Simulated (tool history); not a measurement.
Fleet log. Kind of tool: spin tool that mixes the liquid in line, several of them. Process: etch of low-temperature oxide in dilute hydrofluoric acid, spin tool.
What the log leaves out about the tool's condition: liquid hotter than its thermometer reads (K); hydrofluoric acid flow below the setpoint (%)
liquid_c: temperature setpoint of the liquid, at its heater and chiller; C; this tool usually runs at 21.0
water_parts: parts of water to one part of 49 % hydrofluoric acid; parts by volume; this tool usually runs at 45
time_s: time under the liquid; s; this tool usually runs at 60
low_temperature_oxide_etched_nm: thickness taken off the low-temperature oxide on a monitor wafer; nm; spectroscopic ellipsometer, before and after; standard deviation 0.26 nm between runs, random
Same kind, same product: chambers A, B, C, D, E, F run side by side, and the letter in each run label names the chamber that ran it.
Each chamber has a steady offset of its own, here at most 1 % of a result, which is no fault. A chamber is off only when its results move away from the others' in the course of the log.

run   hour  liquid_c  water_parts  time_s  hours since the thermometer was replaced  hours since the hydrofluoric acid flow meter was replaced  read-back film thickness of the low-temperature oxide reference wafer, read on the same gauge (nm)  low_temperature_oxide_etched_nm
 1C    8.1      21.0           45      60                                     489.3                                                      926.0                                                                                              140.00                           30.664
 2D   12.9      21.0           45      60                                     490.1                                                     1496.8                                                                                              140.01                           31.014
      14.8  -- chamber C: hydrofluoric acid flow meter replaced
 3A   20.8      21.0           45      60                                     611.9                                                      614.6                                                                                              140.02                           30.903
 4B   29.6      21.0           45      60                                    1124.6                                                      693.7                                                                                              140.00                           30.799
 5E   37.4      21.0           45      60                                     612.9                                                     2598.8                                                                                              140.01                           31.076
      40.2  -- chamber B: thermometer replaced
 6F   42.8      21.0           45      60                                     663.8                                                      617.2                                                                                              139.99                           30.523
 7E   47.9      22.5           45      60                                     623.4                                                     2609.3                                                                                              140.00                           33.344
 8B   52.6      22.5           45      60                                      12.5                                                      716.7                                                                                              139.99                           32.914
 9D   58.1      22.5           45      60                                     535.3                                                     1542.0                                                                                              140.01                           33.049
      60.9  -- chamber E: hydrofluoric acid flow meter replaced
10C   63.3      22.5           45      60                                     544.5                                                       48.6                                                                                              139.99                           32.710
11F   68.6      22.5           45      60                                     689.6                                                      643.0                                                                                              140.00                           32.502
12A   78.7      22.5           45      60                                     669.8                                                      672.5                                                                                              140.00                           33.159
13D   85.2      21.0           45      60                                     562.4                                                     1569.1                                                                                              139.99                           31.007
14B   92.4      21.0           45      60                                      52.3                                                      756.5                                                                                              139.99                           30.275
15C  101.9      21.0           45      60                                     583.1                                                       87.2                                                                                              139.99                           30.765
16F  110.6      21.0           45      60                                     731.6                                                      685.0                                                                                              140.00                           30.578
17E  115.8      21.0           45      60                                     691.3                                                       55.0                                                                                              139.99                           31.374
     118.2  -- chamber C: thermometer replaced
18A  124.5      21.0           45      60                                     715.6                                                      718.3                                                                                              139.99                           31.263
19E  133.2      21.0           45      60                                     708.7                                                       72.4                                                                                              140.00                           30.623
20F  137.8      21.0           45      60                                     758.8                                                      712.2                                                                                              139.99                           30.578
21B  143.8      21.0           45      60                                     103.7                                                      807.9                                                                                              140.00                           30.358
22D  150.5      25.0           45      30                                     627.7                                                     1634.4                                                                                              139.99                           18.618
23A  158.2      25.0           45      30                                     749.3                                                      752.0                                                                                              140.01                           18.173
24C  166.8      25.0           45      30                                      48.6                                                      152.1                                                                                              140.00                           18.006
     172.5  -- chamber F: hydrofluoric acid flow meter replaced
25A  173.8      25.0           45      30                                     764.9                                                      767.6                                                                                              140.00                           18.514
26C  182.2      25.0           45      30                                      64.0                                                      167.5                                                                                              139.99                           17.781
27B  191.7      25.0           45      30                                     151.6                                                      855.8                                                                                              140.01                           18.151
28E  198.8      21.0           45      60                                     774.3                                                      138.0                                                                                              139.99                           30.991
29F  206.5      21.0           45      60                                     827.5                                                       34.0                                                                                              140.01                           30.577
30D  216.1      21.0           45      60                                     693.3                                                     1700.0                                                                                              139.98                           31.843
31E  221.4      21.0           45      60                                     796.9                                                      160.6                                                                                              139.99                           31.485
32A  226.8      23.0           45      45                                     817.9                                                      820.6                                                                                              139.98                           25.613
33B  235.1      23.0           45      45                                     195.0                                                      899.2                                                                                              140.01                           24.891
34D  242.3      23.0           45      45                                     719.5                                                     1726.2                                                                                              140.01                           25.965
35C  251.9      23.0           45      45                                     133.7                                                      237.2                                                                                              139.98                           25.249
36F  261.9      23.0           45      45                                     882.9                                                       89.4                                                                                              140.03                           25.011
37A  269.2      23.0           45      45                                     860.3                                                      863.0                                                                                              140.02                           25.132
38C  278.8      21.0           45      60                                     160.6                                                      264.1                                                                                              139.99                           30.510
39E  286.3      21.0           45      60                                     861.8                                                      225.5                                                                                              140.00                           31.179
40F  290.8      21.0           45      60                                     911.8                                                      118.3                                                                                              140.00                           30.457
41D  295.2      21.0           45      60                                     772.4                                                     1779.1                                                                                              139.99                           32.189

Does one chamber stand apart from the rest, does the shared gauge drift, or is all well apart from small per-chamber offsets? Give the chamber and the most likely cause, where there is one.

Little by little, chamber D moves away from the other chambers.
Most likely cause: liquid hotter than its thermometer reads (K) = 1.13.
Not necessarily distinguishable in this log from: hydrofluoric acid flow above the setpoint (%).

Which of the 4 candidates below, each the usual settings with something changed and its results left as question marks, puts chamber D back in line with what the other chambers give on the usual settings?
Counts as in line when no further than this from what the other chambers average on the usual settings: low_temperature_oxide_etched_nm 0.910 nm
42D-1  302.4      20.5           45      55                                                                                                                                                                                                                                         ?
42D-2  302.4      22.0           45      60                                                                                                                                                                                                                                         ?
42D-3  302.4      21.5           45      65                                                                                                                                                                                                                                         ?
42D-4  302.4      20.0           45      60                                                                                                                                                                                                                                         ?

Mean of the other chambers on the usual settings: low_temperature_oxide_etched_nm 30.876 nm
  run  low_temperature_oxide_etched_nm
42D-1                           28.956
42D-2                           33.635
42D-3                           35.686
42D-4                           30.930
The answer is 42D-4, which returns the chamber to within the allowed miss of the others.
